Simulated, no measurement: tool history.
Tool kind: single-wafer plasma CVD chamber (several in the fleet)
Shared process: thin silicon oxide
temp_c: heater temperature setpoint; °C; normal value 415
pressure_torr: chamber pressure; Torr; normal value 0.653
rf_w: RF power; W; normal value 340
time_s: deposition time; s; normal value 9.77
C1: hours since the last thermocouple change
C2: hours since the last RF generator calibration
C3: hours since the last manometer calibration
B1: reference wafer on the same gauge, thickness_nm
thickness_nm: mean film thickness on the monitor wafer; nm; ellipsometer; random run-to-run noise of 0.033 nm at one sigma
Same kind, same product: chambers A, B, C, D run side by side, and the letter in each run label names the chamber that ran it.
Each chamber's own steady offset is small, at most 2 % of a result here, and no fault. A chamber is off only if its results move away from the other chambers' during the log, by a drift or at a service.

{"run": "1C", "day": 0.621, "temp_c": 415, "pressure_torr": 0.653, "rf_w": 340, "time_s": 9.77, "C1": 293.4, "C2": 1715.1, "C3": 1033.6, "B1": 12.799, "thickness_nm": 15.42}
{"run": "2B", "day": 0.967, "temp_c": 415, "pressure_torr": 0.653, "rf_w": 340, "time_s": 9.77, "C1": 1414.5, "C2": 2414.4, "C3": 213.8, "B1": 12.801, "thickness_nm": 15.061}
{"run": "3A", "day": 1.421, "temp_c": 415, "pressure_torr": 0.653, "rf_w": 340, "time_s": 9.77, "C1": 704.9, "C2": 688.9, "C3": 1235.4, "B1": 12.798, "thickness_nm": 15.356}
{"run": "4D", "day": 1.804, "temp_c": 415, "pressure_torr": 0.653, "rf_w": 340, "time_s": 9.77, "C1": 364.4, "C2": 837.7, "C3": 2137.9, "B1": 12.801, "thickness_nm": 15.257}
{"run": "5B", "day": 2.192, "temp_c": 415, "pressure_torr": 0.653, "rf_w": 340, "time_s": 9.77, "C1": 1443.9, "C2": 2443.8, "C3": 243.2, "B1": 12.798, "thickness_nm": 15.107}
{"run": "6C", "day": 2.662, "temp_c": 415, "pressure_torr": 0.653, "rf_w": 340, "time_s": 9.77, "C1": 342.4, "C2": 1764.1, "C3": 1082.6, "B1": 12.805, "thickness_nm": 15.396}
{"run": "7A", "day": 3.092, "temp_c": 415, "pressure_torr": 0.653, "rf_w": 340, "time_s": 9.77, "C1": 745, "C2": 729, "C3": 1275.5, "B1": 12.8, "thickness_nm": 15.334}
{"day": 3.333, "done": "chamber B: RF generator calibrated"}
{"run": "8D", "day": 3.633, "temp_c": 415, "pressure_torr": 0.653, "rf_w": 340, "time_s": 9.77, "C1": 408.3, "C2": 881.6, "C3": 2181.8, "B1": 12.802, "thickness_nm": 15.292}
{"run": "9D", "day": 4.008, "temp_c": 415, "pressure_torr": 0.653, "rf_w": 340, "time_s": 9.77, "C1": 417.3, "C2": 890.6, "C3": 2190.8, "B1": 12.805, "thickness_nm": 15.198}
{"run": "10A", "day": 4.596, "temp_c": 415, "pressure_torr": 0.653, "rf_w": 340, "time_s": 9.77, "C1": 781.1, "C2": 765.1, "C3": 1311.6, "B1": 12.8, "thickness_nm": 15.324}
{"run": "11B", "day": 5.2, "temp_c": 415, "pressure_torr": 0.653, "rf_w": 340, "time_s": 9.77, "C1": 1516.1, "C2": 44.9, "C3": 315.4, "B1": 12.808, "thickness_nm": 15.108}
{"day": 5.542, "done": "chamber C: capacitance manometer re-zeroed and calibrated"}
{"run": "12C", "day": 5.708, "temp_c": 415, "pressure_torr": 0.653, "rf_w": 340, "time_s": 9.77, "C1": 415.5, "C2": 1837.2, "C3": 4.1, "B1": 12.806, "thickness_nm": 15.336}
{"run": "13D", "day": 6.383, "temp_c": 415, "pressure_torr": 0.653, "rf_w": 340, "time_s": 9.77, "C1": 474.3, "C2": 947.6, "C3": 2247.8, "B1": 12.804, "thickness_nm": 15.235}
{"day": 6.412, "done": "chamber D: RF generator calibrated"}
{"run": "14C", "day": 6.696, "temp_c": 424, "pressure_torr": 0.653, "rf_w": 340, "time_s": 9.77, "C1": 439.2, "C2": 1860.9, "C3": 27.8, "B1": 12.804, "thickness_nm": 15.338}
{"run": "15B", "day": 7.217, "temp_c": 424, "pressure_torr": 0.653, "rf_w": 340, "time_s": 9.77, "C1": 1564.5, "C2": 93.3, "C3": 363.8, "B1": 12.796, "thickness_nm": 15.042}
{"run": "16A", "day": 7.825, "temp_c": 424, "pressure_torr": 0.653, "rf_w": 340, "time_s": 9.77, "C1": 858.6, "C2": 842.6, "C3": 1389.1, "B1": 12.803, "thickness_nm": 15.256}
{"run": "17B", "day": 8.479, "temp_c": 424, "pressure_torr": 0.653, "rf_w": 340, "time_s": 9.77, "C1": 1594.8, "C2": 123.6, "C3": 394.1, "B1": 12.803, "thickness_nm": 15.035}
{"day": 9.088, "done": "chamber D: capacitance manometer re-zeroed and calibrated"}
{"run": "18D", "day": 9.112, "temp_c": 415, "pressure_torr": 0.653, "rf_w": 340, "time_s": 9.77, "C1": 539.8, "C2": 64.9, "C3": 0.7, "B1": 12.803, "thickness_nm": 15.252}
{"day": 9.646, "done": "chamber A: capacitance manometer re-zeroed and calibrated"}
{"run": "19C", "day": 9.696, "temp_c": 415, "pressure_torr": 0.653, "rf_w": 340, "time_s": 9.77, "C1": 511.2, "C2": 1932.9, "C3": 99.8, "B1": 12.803, "thickness_nm": 15.361}
{"run": "20A", "day": 10.188, "temp_c": 415, "pressure_torr": 0.653, "rf_w": 340, "time_s": 9.77, "C1": 915.3, "C2": 899.3, "C3": 13.1, "B1": 12.806, "thickness_nm": 14.889}
{"run": "21A", "day": 10.617, "temp_c": 415, "pressure_torr": 0.653, "rf_w": 305, "time_s": 9.77, "C1": 925.6, "C2": 909.6, "C3": 23.4, "B1": 12.805, "thickness_nm": 14.207}
{"run": "22D", "day": 11.158, "temp_c": 415, "pressure_torr": 0.653, "rf_w": 305, "time_s": 9.77, "C1": 588.9, "C2": 114, "C3": 49.8, "B1": 12.809, "thickness_nm": 14.547}
{"run": "23C", "day": 11.508, "temp_c": 415, "pressure_torr": 0.653, "rf_w": 305, "time_s": 9.77, "C1": 554.7, "C2": 1976.4, "C3": 143.3, "B1": 12.802, "thickness_nm": 14.759}
{"run": "24B", "day": 11.829, "temp_c": 415, "pressure_torr": 0.653, "rf_w": 305, "time_s": 9.77, "C1": 1675.2, "C2": 204, "C3": 474.5, "B1": 12.806, "thickness_nm": 14.46}
{"run": "25A", "day": 12.283, "temp_c": 415, "pressure_torr": 0.653, "rf_w": 340, "time_s": 9.77, "C1": 965.6, "C2": 949.6, "C3": 63.4, "B1": 12.805, "thickness_nm": 14.846}
{"run": "26C", "day": 12.875, "temp_c": 415, "pressure_torr": 0.653, "rf_w": 340, "time_s": 8.16, "C1": 587.5, "C2": 2009.2, "C3": 176.1, "B1": 12.797, "thickness_nm": 12.862}
{"run": "27D", "day": 13.417, "temp_c": 415, "pressure_torr": 0.653, "rf_w": 340, "time_s": 8.16, "C1": 643.1, "C2": 168.2, "C3": 104, "B1": 12.804, "thickness_nm": 12.761}
{"run": "28B", "day": 14.096, "temp_c": 415, "pressure_torr": 0.653, "rf_w": 340, "time_s": 8.16, "C1": 1729.6, "C2": 258.4, "C3": 528.9, "B1": 12.796, "thickness_nm": 12.603}
{"run": "29C", "day": 14.767, "temp_c": 415, "pressure_torr": 0.653, "rf_w": 340, "time_s": 8.16, "C1": 632.9, "C2": 2054.6, "C3": 221.5, "B1": 12.793, "thickness_nm": 12.855}
{"day": 15.179, "done": "chamber A: RF generator calibrated"}
{"run": "30D", "day": 15.425, "temp_c": 415, "pressure_torr": 0.653, "rf_w": 340, "time_s": 9.77, "C1": 691.3, "C2": 216.4, "C3": 152.2, "B1": 12.798, "thickness_nm": 15.216}
{"run": "31A", "day": 15.912, "temp_c": 415, "pressure_torr": 0.653, "rf_w": 340, "time_s": 9.77, "C1": 1052.7, "C2": 17.7, "C3": 150.5, "B1": 12.806, "thickness_nm": 14.933}
{"run": "32B", "day": 16.575, "temp_c": 415, "pressure_torr": 0.653, "rf_w": 340, "time_s": 9.77, "C1": 1789.1, "C2": 317.9, "C3": 588.4, "B1": 12.799, "thickness_nm": 15.106}
{"run": "33A", "day": 16.875, "temp_c": 415, "pressure_torr": 0.653, "rf_w": 340, "time_s": 9.77, "C1": 1075.8, "C2": 40.8, "C3": 173.6, "B1": 12.797, "thickness_nm": 14.865}

Which is it: a chamber that has drifted or been left off by a service, a gauge drift common to all chambers, or only each chamber's usual small offset? If a chamber is off, name it and its likeliest cause.

A service left chamber A off against the others.
Cause: true pressure below the setpoint (%) = 2.69.

Below are 4 candidate recipes for chamber A's next run, each the usual settings with a change, their results shown as question marks. Which of them brings A's results back in line with what the other chambers give on the usual settings?
Allowed miss from the other chambers' usual-settings mean, per result, to count as in line: thickness_nm 0.12 nm
{"run": "34A-1", "day": 17.362, "temp_c": 415, "pressure_torr": 0.649, "rf_w": 340, "time_s": 9.73, "thickness_nm": "?"}
{"run": "34A-2", "day": 17.362, "temp_c": 415, "pressure_torr": 0.653, "rf_w": 340, "time_s": 9.52, "thickness_nm": "?"}
{"run": "34A-3", "day": 17.362, "temp_c": 415, "pressure_torr": 0.663, "rf_w": 340, "time_s": 9.86, "thickness_nm": "?"}
{"run": "34A-4", "day": 17.362, "temp_c": 415, "pressure_torr": 0.66, "rf_w": 340, "time_s": 9.77, "thickness_nm": "?"}

Usual-settings mean across the other chambers: thickness_nm 15.254 nm
run=34A-1 thickness_nm=14.722
run=34A-2 thickness_nm=14.499
run=34A-3 thickness_nm=15.26
run=34A-4 thickness_nm=15.048
The answer is 34A-3, which returns the chamber to within the allowed miss of the others.
